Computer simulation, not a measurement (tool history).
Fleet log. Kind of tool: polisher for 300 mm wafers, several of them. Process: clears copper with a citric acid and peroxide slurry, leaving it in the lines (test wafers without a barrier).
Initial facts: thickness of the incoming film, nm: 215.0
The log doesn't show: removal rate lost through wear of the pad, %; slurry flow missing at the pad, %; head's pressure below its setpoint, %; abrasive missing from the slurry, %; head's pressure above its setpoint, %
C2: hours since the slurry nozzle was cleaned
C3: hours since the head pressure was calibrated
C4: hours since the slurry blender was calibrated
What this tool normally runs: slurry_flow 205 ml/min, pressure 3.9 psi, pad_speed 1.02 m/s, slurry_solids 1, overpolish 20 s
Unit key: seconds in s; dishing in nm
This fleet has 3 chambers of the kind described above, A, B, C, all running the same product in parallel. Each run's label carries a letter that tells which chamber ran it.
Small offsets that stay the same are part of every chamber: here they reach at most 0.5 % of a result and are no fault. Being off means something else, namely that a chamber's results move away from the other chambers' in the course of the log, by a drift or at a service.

{"day": 0.188, "done": "chamber C: worn pad replaced by a new one"}
{"run": "1A", "day": 0.308, "slurry_flow": 205, "pressure": 3.9, "pad_speed": 1.02, "slurry_solids": 1, "overpolish": 20, "wafers polished on this pad": 548, "C2": 427.3, "C3": 624.5, "C4": 120.2, "seconds": 75.778, "dishing": 39.211}
{"run": "2C", "day": 0.496, "slurry_flow": 205, "pressure": 3.9, "pad_speed": 1.02, "slurry_solids": 1, "overpolish": 20, "wafers polished on this pad": 70, "C2": 493.9, "C3": 476.7, "C4": 35.1, "seconds": 74.223, "dishing": 39.036}
{"run": "3B", "day": 0.838, "slurry_flow": 205, "pressure": 3.9, "pad_speed": 1.02, "slurry_solids": 1, "overpolish": 20, "wafers polished on this pad": 426, "C2": 393.5, "C3": 129.8, "C4": 76, "seconds": 74.247, "dishing": 40.253}
{"day": 1.096, "done": "chamber A: slurry nozzle cleaned"}
{"run": "4A", "day": 1.104, "slurry_flow": 205, "pressure": 3.9, "pad_speed": 1.02, "slurry_solids": 1, "overpolish": 20, "wafers polished on this pad": 729, "C2": 0.2, "C3": 643.6, "C4": 139.3, "seconds": 75.184, "dishing": 40.731}
{"run": "5C", "day": 1.388, "slurry_flow": 205, "pressure": 3.9, "pad_speed": 1.02, "slurry_solids": 1, "overpolish": 20, "wafers polished on this pad": 274, "C2": 515.3, "C3": 498.1, "C4": 56.5, "seconds": 76.937, "dishing": 40.932}
{"run": "6B", "day": 1.629, "slurry_flow": 205, "pressure": 4.4, "pad_speed": 1.02, "slurry_solids": 1, "overpolish": 20, "wafers polished on this pad": 606, "C2": 412.5, "C3": 148.8, "C4": 95, "seconds": 66.141, "dishing": 42.348}
{"run": "7B", "day": 1.825, "slurry_flow": 205, "pressure": 4.4, "pad_speed": 1.02, "slurry_solids": 1, "overpolish": 20, "wafers polished on this pad": 651, "C2": 417.2, "C3": 153.5, "C4": 99.7, "seconds": 65.304, "dishing": 44.991}
{"day": 1.862, "done": "chamber B: worn pad replaced by a new one"}
{"run": "8C", "day": 2.188, "slurry_flow": 205, "pressure": 4.4, "pad_speed": 1.02, "slurry_solids": 1, "overpolish": 20, "wafers polished on this pad": 456, "C2": 534.5, "C3": 517.3, "C4": 75.7, "seconds": 68.173, "dishing": 44.943}
{"run": "9A", "day": 2.379, "slurry_flow": 205, "pressure": 3.9, "pad_speed": 1.02, "slurry_solids": 1, "overpolish": 20, "wafers polished on this pad": 1020, "C2": 30.8, "C3": 674.2, "C4": 169.9, "seconds": 75.134, "dishing": 41.096}
{"run": "10C", "day": 2.562, "slurry_flow": 205, "pressure": 3.9, "pad_speed": 1.02, "slurry_solids": 1, "overpolish": 20, "wafers polished on this pad": 541, "C2": 543.5, "C3": 526.3, "C4": 84.7, "seconds": 74.966, "dishing": 39.177}
{"run": "11B", "day": 2.833, "slurry_flow": 205, "pressure": 3.9, "pad_speed": 1.02, "slurry_solids": 1, "overpolish": 20, "wafers polished on this pad": 221, "C2": 441.4, "C3": 177.7, "C4": 123.9, "seconds": 75.952, "dishing": 39.532}
{"run": "12A", "day": 3.088, "slurry_flow": 205, "pressure": 3.9, "pad_speed": 1.02, "slurry_solids": 1, "overpolish": 28, "wafers polished on this pad": 1181, "C2": 47.8, "C3": 691.2, "C4": 186.9, "seconds": 75.285, "dishing": 52.761}
{"run": "13C", "day": 3.288, "slurry_flow": 205, "pressure": 3.9, "pad_speed": 1.02, "slurry_solids": 1, "overpolish": 28, "wafers polished on this pad": 707, "C2": 560.9, "C3": 543.7, "C4": 102.1, "seconds": 75.74, "dishing": 52.64}
{"run": "14A", "day": 3.533, "slurry_flow": 205, "pressure": 3.9, "pad_speed": 1.02, "slurry_solids": 1, "overpolish": 28, "wafers polished on this pad": 1283, "C2": 58.5, "C3": 701.9, "C4": 197.6, "seconds": 76.206, "dishing": 51.839}
{"run": "15B", "day": 3.717, "slurry_flow": 205, "pressure": 3.9, "pad_speed": 1.02, "slurry_solids": 1, "overpolish": 20, "wafers polished on this pad": 422, "C2": 462.6, "C3": 198.9, "C4": 145.1, "seconds": 74.542, "dishing": 41.518}
{"run": "16A", "day": 4.012, "slurry_flow": 205, "pressure": 3.9, "pad_speed": 1.02, "slurry_solids": 1, "overpolish": 20, "wafers polished on this pad": 1392, "C2": 70, "C3": 713.4, "C4": 209.1, "seconds": 76.687, "dishing": 38.833}
{"run": "17B", "day": 4.321, "slurry_flow": 205, "pressure": 3.9, "pad_speed": 1.02, "slurry_solids": 1, "overpolish": 20, "wafers polished on this pad": 560, "C2": 477.1, "C3": 213.4, "C4": 159.6, "seconds": 74.492, "dishing": 40.1}
{"day": 4.358, "done": "chamber A: slurry blender recalibrated"}
{"run": "18C", "day": 4.529, "slurry_flow": 205, "pressure": 3.9, "pad_speed": 1.02, "slurry_solids": 1, "overpolish": 20, "wafers polished on this pad": 990, "C2": 590.7, "C3": 573.5, "C4": 131.9, "seconds": 75.126, "dishing": 39.725}
{"run": "19C", "day": 4.842, "slurry_flow": 205, "pressure": 3.9, "pad_speed": 1.02, "slurry_solids": 1, "overpolish": 15, "wafers polished on this pad": 1061, "C2": 598.2, "C3": 581, "C4": 139.4, "seconds": 75.616, "dishing": 31.086}
{"day": 4.908, "done": "chamber B: worn pad replaced by a new one"}
{"run": "20A", "day": 5.058, "slurry_flow": 205, "pressure": 3.9, "pad_speed": 1.02, "slurry_solids": 1, "overpolish": 15, "wafers polished on this pad": 1631, "C2": 95.1, "C3": 738.5, "C4": 16.9, "seconds": 77.855, "dishing": 30.409}
{"run": "21B", "day": 5.3, "slurry_flow": 205, "pressure": 3.9, "pad_speed": 1.02, "slurry_solids": 1, "overpolish": 15, "wafers polished on this pad": 89, "C2": 500.6, "C3": 236.9, "C4": 183.1, "seconds": 73.82, "dishing": 31.134}
{"day": 5.317, "done": "chamber C: worn pad replaced by a new one"}
{"run": "22C", "day": 5.654, "slurry_flow": 205, "pressure": 3.9, "pad_speed": 1.02, "slurry_solids": 1, "overpolish": 20, "wafers polished on this pad": 77, "C2": 617.7, "C3": 600.5, "C4": 158.9, "seconds": 74.96, "dishing": 39.25}
{"run": "23B", "day": 5.95, "slurry_flow": 205, "pressure": 3.9, "pad_speed": 1.02, "slurry_solids": 1, "overpolish": 20, "wafers polished on this pad": 237, "C2": 516.2, "C3": 252.5, "C4": 198.7, "seconds": 75.061, "dishing": 38.835}
{"run": "24A", "day": 6.3, "slurry_flow": 205, "pressure": 3.9, "pad_speed": 1.02, "slurry_solids": 1, "overpolish": 20, "wafers polished on this pad": 1914, "C2": 124.9, "C3": 768.3, "C4": 46.7, "seconds": 78.145, "dishing": 37.77}
{"run": "25B", "day": 6.604, "slurry_flow": 205, "pressure": 3.9, "pad_speed": 1.02, "slurry_solids": 1, "overpolish": 20, "wafers polished on this pad": 386, "C2": 531.9, "C3": 268.2, "C4": 214.4, "seconds": 74.696, "dishing": 40.522}
{"run": "26A", "day": 6.829, "slurry_flow": 205, "pressure": 3.9, "pad_speed": 1.02, "slurry_solids": 1, "overpolish": 20, "wafers polished on this pad": 2034, "C2": 137.6, "C3": 781, "C4": 59.4, "seconds": 81.852, "dishing": 38}

All 3 chambers run these settings next. Forecast each chamber's results:
{"run": "27A", "day": 7.092, "slurry_flow": 205, "pressure": 3.9, "pad_speed": 1.02, "slurry_solids": 1, "overpolish": 27, "seconds": "?", "dishing": "?"}
{"run": "27B", "day": 7.092, "slurry_flow": 205, "pressure": 3.9, "pad_speed": 1.02, "slurry_solids": 1, "overpolish": 27, "seconds": "?", "dishing": "?"}
{"run": "27C", "day": 7.092, "slurry_flow": 205, "pressure": 3.9, "pad_speed": 1.02, "slurry_solids": 1, "overpolish": 27, "seconds": "?", "dishing": "?"}

run=27A seconds=79.269 dishing=47.16
run=27B seconds=75.27 dishing=50.902
run=27C seconds=75.59 dishing=51.636
